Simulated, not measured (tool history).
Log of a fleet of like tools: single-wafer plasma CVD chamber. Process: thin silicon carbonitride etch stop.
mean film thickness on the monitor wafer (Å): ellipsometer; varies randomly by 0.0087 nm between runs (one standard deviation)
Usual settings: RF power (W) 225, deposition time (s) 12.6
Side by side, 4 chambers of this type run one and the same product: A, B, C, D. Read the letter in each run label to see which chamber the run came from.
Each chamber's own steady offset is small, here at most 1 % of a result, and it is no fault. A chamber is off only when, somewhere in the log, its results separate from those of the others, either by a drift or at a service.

| run | hour | RF power (W) | deposition time (s) | read-back reference wafer on the same gauge, thickness_nm | mean film thickness on the monitor wafer (Å) |
|---|---|---|---|---|---|
| 1D | 7.2 | 225 | 12.6 | 7.2301 | 74.554 |
| 2A | 12.1 | 225 | 12.6 | 7.2283 | 73.98 |
| 3C | 18.3 | 225 | 12.6 | 7.2264 | 73.819 |
| 4B | 26.9 | 225 | 12.6 | 7.2248 | 74.814 |
|  | 27.4 | chamber A: RF generator calibrated |
| 5A | 34.2 | 225 | 12.6 | 7.2231 | 73.902 |
| 6B | 42.5 | 225 | 12.6 | 7.223 | 74.822 |
| 7C | 48.9 | 225 | 12.6 | 7.2225 | 73.764 |
| 8D | 58.7 | 225 | 12.6 | 7.2207 | 74.369 |
| 9B | 63.1 | 225 | 12.6 | 7.2186 | 74.83 |
| 10D | 69.2 | 225 | 12.6 | 7.2193 | 74.495 |
| 11C | 76.5 | 225 | 12.6 | 7.2167 | 73.895 |
| 12A | 84.8 | 225 | 12.6 | 7.2166 | 73.856 |
| 13B | 92.1 | 225 | 12.6 | 7.2152 | 74.631 |
| 14A | 98.7 | 225 | 12.6 | 7.2136 | 73.803 |
|  | 105 | chamber C: RF generator calibrated |
| 15C | 108 | 225 | 12.6 | 7.2126 | 73.805 |
| 16D | 114.8 | 225 | 12.6 | 7.2135 | 74.506 |
| 17C | 120.3 | 225 | 12.6 | 7.2116 | 73.745 |
| 18B | 125.7 | 225 | 12.6 | 7.2073 | 74.597 |
| 19A | 135 | 225 | 12.6 | 7.2047 | 73.974 |
| 20D | 144.2 | 225 | 12.6 | 7.2059 | 74.108 |
| 21B | 149.1 | 225 | 12.6 | 7.2029 | 74.476 |
| 22A | 154.7 | 225 | 12.6 | 7.2037 | 73.605 |
| 23C | 161.8 | 225 | 12.6 | 7.2012 | 73.662 |
| 24D | 168.1 | 225 | 12.6 | 7.2013 | 74.031 |
| 25C | 173.9 | 225 | 12.6 | 7.1989 | 73.582 |
| 26B | 180.2 | 225 | 12.6 | 7.1997 | 74.567 |
| 27A | 186.3 | 225 | 12.6 | 7.1978 | 73.766 |
| 28D | 195.3 | 225 | 12.6 | 7.1956 | 74.166 |
| 29B | 199.6 | 225 | 12.6 | 7.1957 | 74.556 |

Next, every chamber runs the same settings. What will each give?
| 30A | 206.7 | 225 | 11.5 |  | ? |
| 30B | 206.7 | 225 | 11.5 |  | ? |
| 30C | 206.7 | 225 | 11.5 |  | ? |
| 30D | 206.7 | 225 | 11.5 |  | ? |

| run | mean film thickness on the monitor wafer (Å) |
|---|---|
| 30A | 67.202 |
| 30B | 67.918 |
| 30C | 67.234 |
| 30D | 67.666 |
